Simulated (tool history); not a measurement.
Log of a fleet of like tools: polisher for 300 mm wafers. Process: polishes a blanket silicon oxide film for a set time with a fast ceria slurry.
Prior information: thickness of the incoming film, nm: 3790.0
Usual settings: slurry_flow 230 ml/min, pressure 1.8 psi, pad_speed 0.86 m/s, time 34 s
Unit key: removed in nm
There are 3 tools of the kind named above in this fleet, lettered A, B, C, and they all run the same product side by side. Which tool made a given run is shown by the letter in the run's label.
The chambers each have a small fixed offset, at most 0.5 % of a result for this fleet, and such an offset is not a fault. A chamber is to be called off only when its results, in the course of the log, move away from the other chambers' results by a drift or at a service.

run,day,slurry_flow,pressure,pad_speed,time,removed
1B,0.183,230,1.8,0.86,34,318.22
2C,0.404,230,1.8,0.86,34,305.67
3A,0.596,230,1.8,0.86,34,306.98
4B,0.804,230,1.8,0.86,34,319.88
5A,1.012,230,1.8,0.86,34,309.96
# day 1.067: chamber A: worn pad replaced by a new one
6C,1.167,230,1.8,0.86,34,304.30
# day 1.296: chamber B: slurry nozzle cleaned
7A,1.350,230,1.6,0.86,40,333.31
8B,1.496,230,1.6,0.86,40,317.98
# day 1.562: chamber A: head pressure recalibrated
9C,1.612,230,1.6,0.86,40,324.85
10A,1.721,230,1.8,0.86,34,346.33
# day 1.788: chamber C: worn pad replaced by a new one
11C,1.867,230,1.8,0.86,34,310.48
12B,2.050,230,1.8,0.86,34,315.34
13C,2.267,230,1.8,0.86,34,311.97
# day 2.362: chamber B: worn pad replaced by a new one
14B,2.446,230,1.8,0.86,34,319.47
15A,2.658,230,1.8,0.86,34,341.35
16A,2.792,230,1.8,0.86,34,346.33
17B,2.967,230,1.8,0.86,34,315.06
18C,3.121,230,1.8,0.86,34,309.71
19B,3.350,230,1.8,0.64,34,234.83
# day 3.388: chamber A: worn pad replaced by a new one
20A,3.496,230,1.8,0.64,34,254.08
21C,3.683,230,1.8,0.64,34,234.33
22C,3.929,230,1.8,0.86,34,309.58
23B,4.100,230,1.8,0.86,34,312.33

What goes on in this fleet: one chamber off, a drifting gauge, or nothing beyond the chambers' own small offsets? Name the chamber and the cause, if any.

Chamber A has stood off from the others ever since a service on it.
Likeliest cause: head's pressure above its setpoint, % = 10.

Below are 4 candidate recipes for chamber A's next run, each the usual settings with a change, their results shown as question marks. Which of them brings A's results back in line with what the other chambers give on the usual settings?
In line means no further than this from the other chambers' mean on the usual settings: removed 13.00 nm
24A-1,4.275,235,2.0,0.86,34,?
24A-2,4.275,230,1.8,0.78,34,?
24A-3,4.275,230,1.8,0.86,35,?
24A-4,4.275,230,1.8,0.84,34,?

Other chambers, usual settings, mean: removed 311.06 nm
run,removed
24A-1,384.28
24A-2,312.74
24A-3,355.13
24A-4,336.92
24A-2 is the one that brings the chamber's results back in line with the other chambers.
